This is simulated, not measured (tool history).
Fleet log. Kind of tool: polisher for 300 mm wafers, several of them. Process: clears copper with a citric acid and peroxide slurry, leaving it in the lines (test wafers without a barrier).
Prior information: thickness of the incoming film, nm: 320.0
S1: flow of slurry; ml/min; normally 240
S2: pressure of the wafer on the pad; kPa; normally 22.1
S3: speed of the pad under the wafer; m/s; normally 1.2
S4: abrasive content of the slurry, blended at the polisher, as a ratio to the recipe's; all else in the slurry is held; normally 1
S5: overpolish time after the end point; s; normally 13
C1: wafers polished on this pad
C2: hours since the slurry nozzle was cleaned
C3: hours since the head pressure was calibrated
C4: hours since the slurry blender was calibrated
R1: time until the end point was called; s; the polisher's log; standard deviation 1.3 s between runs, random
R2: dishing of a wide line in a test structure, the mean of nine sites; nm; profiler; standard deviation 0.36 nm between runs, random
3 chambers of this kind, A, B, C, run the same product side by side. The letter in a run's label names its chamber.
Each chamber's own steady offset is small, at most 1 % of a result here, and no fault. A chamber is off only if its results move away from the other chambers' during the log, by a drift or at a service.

-- hour=0.5 chamber C: head pressure recalibrated
run 1B hour=4.8 | S1=240 S2=22.1 S3=1.2 S4=1 S5=13 | C1=278 C2=25.9 C3=315.6 C4=82.7 | R1=139.29 R2=21.28
-- hour=5.6 chamber C: worn pad replaced by a new one
run 2A hour=9 | S1=240 S2=22.1 S3=1.2 S4=1 S5=13 | C1=818 C2=326.7 C3=311.3 C4=36.7 | R1=141.38 R2=21.735
run 3C hour=12.9 | S1=240 S2=22.1 S3=1.2 S4=1 S5=13 | C1=52 C2=454.7 C3=12.4 C4=105.3 | R1=139.75 R2=21.76
run 4B hour=15.9 | S1=240 S2=22.1 S3=1.2 S4=1 S5=13 | C1=356 C2=37 C3=326.7 C4=93.8 | R1=138.49 R2=22.478
run 5A hour=20.5 | S1=240 S2=22.1 S3=1.2 S4=1 S5=13 | C1=899 C2=338.2 C3=322.8 C4=48.2 | R1=140.88 R2=21.322
run 6C hour=23.9 | S1=240 S2=22.1 S3=1.2 S4=1 S5=13 | C1=129 C2=465.7 C3=23.4 C4=116.3 | R1=139.6 R2=22.126
run 7A hour=29.1 | S1=240 S2=26.9 S3=1.2 S4=1 S5=13 | C1=960 C2=346.8 C3=331.4 C4=56.8 | R1=117.58 R2=25.645
run 8B hour=33.5 | S1=240 S2=26.9 S3=1.2 S4=1 S5=13 | C1=480 C2=54.6 C3=344.3 C4=111.4 | R1=113.59 R2=26.684
run 9C hour=36.1 | S1=240 S2=26.9 S3=1.2 S4=1 S5=13 | C1=215 C2=477.9 C3=35.6 C4=128.5 | R1=115.84 R2=25.978
run 10B hour=39.9 | S1=240 S2=22.1 S3=1.2 S4=1 S5=13 | C1=525 C2=61 C3=350.7 C4=117.8 | R1=139.75 R2=22.262
run 11A hour=42.8 | S1=240 S2=22.1 S3=1.2 S4=1 S5=13 | C1=1057 C2=360.5 C3=345.1 C4=70.5 | R1=142.89 R2=21.008
run 12C hour=45.3 | S1=240 S2=22.1 S3=1.2 S4=1 S5=13 | C1=280 C2=487.1 C3=44.8 C4=137.7 | R1=137.33 R2=22.626
run 13C hour=48.6 | S1=240 S2=22.1 S3=1.2 S4=1 S5=13 | C1=303 C2=490.4 C3=48.1 C4=141 | R1=139.67 R2=22.367
run 14A hour=53.9 | S1=240 S2=22.1 S3=1.2 S4=1 S5=13 | C1=1135 C2=371.6 C3=356.2 C4=81.6 | R1=145.99 R2=20.542
-- hour=55.4 chamber B: worn pad replaced by a new one
run 15B hour=56.3 | S1=240 S2=22.1 S3=1.2 S4=1 S5=13 | C1=6 C2=77.4 C3=367.1 C4=134.2 | R1=136.93 R2=22.356
run 16A hour=60.8 | S1=240 S2=22.1 S3=1.2 S4=1 S5=13 | C1=1184 C2=378.5 C3=363.1 C4=88.5 | R1=148.47 R2=21.007
run 17C hour=65.6 | S1=240 S2=22.1 S3=1.2 S4=1 S5=13 | C1=423 C2=507.4 C3=65.1 C4=158 | R1=140.67 R2=21.957
-- hour=66.7 chamber A: worn pad replaced by a new one
run 18B hour=69 | S1=240 S2=22.1 S3=1.2 S4=1 S5=13 | C1=95 C2=90.1 C3=379.8 C4=146.9 | R1=141.55 R2=22.041
-- hour=70 chamber C: slurry nozzle cleaned
run 19C hour=73.4 | S1=240 S2=22.1 S3=1.2 S4=1 S5=13 | C1=478 C2=3.4 C3=72.9 C4=165.8 | R1=139.06 R2=22.426
run 20B hour=78.5 | S1=240 S2=22.1 S3=1.2 S4=1 S5=13 | C1=162 C2=99.6 C3=389.3 C4=156.4 | R1=136.8 R2=22.431
run 21A hour=82.9 | S1=240 S2=22.1 S3=1.2 S4=1 S5=13 | C1=114 C2=400.6 C3=385.2 C4=110.6 | R1=151.55 R2=19.548
run 22B hour=85.9 | S1=240 S2=22.1 S3=1.2 S4=1 S5=13 | C1=215 C2=107 C3=396.7 C4=163.8 | R1=138.91 R2=22.447
run 23A hour=88.6 | S1=240 S2=22.1 S3=1.2 S4=1 S5=13 | C1=154 C2=406.3 C3=390.9 C4=116.3 | R1=154.82 R2=19.641
run 24C hour=91.4 | S1=240 S2=22.1 S3=1.2 S4=1 S5=13 | C1=605 C2=21.4 C3=90.9 C4=183.8 | R1=141.38 R2=21.625

Which is it: a chamber that has drifted or been left off by a service, a gauge drift common to all chambers, or only each chamber's usual small offset? If a chamber is off, name it and its likeliest cause.

One chamber, A, drifts off from the rest bit by bit.
Most likely cause: head's pressure below its setpoint, % = 10.2.
The log might look much the same if the cause were instead: abrasive missing from the slurry, %.

Here are 4 candidates for chamber A's next run, each the usual settings with a change, their results left as question marks. Which one brings its results back in line with what the others give on the usual settings?
Maximum distance from the other chambers' mean on the usual settings for a result to count as in line: R1 4.7 s; R2 1.3 nm
run 25A-1 hour=95.3 | S1=240 S2=21.4 S3=1.18 S4=1 S5=13 | R1=? R2=?
run 25A-2 hour=95.3 | S1=240 S2=22.8 S3=1.22 S4=1 S5=13 | R1=? R2=?
run 25A-3 hour=95.3 | S1=240 S2=23.4 S3=1.26 S4=1 S5=13 | R1=? R2=?
run 25A-4 hour=95.3 | S1=240 S2=20.7 S3=1.14 S4=1 S5=13 | R1=? R2=?

Other chambers, usual settings, mean: R1 139.04 s; R2 21.961 nm
run=25A-1 R1=161.95 R2=18.957
run=25A-2 R1=147.38 R2=20.715
run=25A-3 R1=138.68 R2=21.925
run=25A-4 R1=172.96 R2=17.82
25A-3 is the one that brings the chamber's results back in line with the other chambers.

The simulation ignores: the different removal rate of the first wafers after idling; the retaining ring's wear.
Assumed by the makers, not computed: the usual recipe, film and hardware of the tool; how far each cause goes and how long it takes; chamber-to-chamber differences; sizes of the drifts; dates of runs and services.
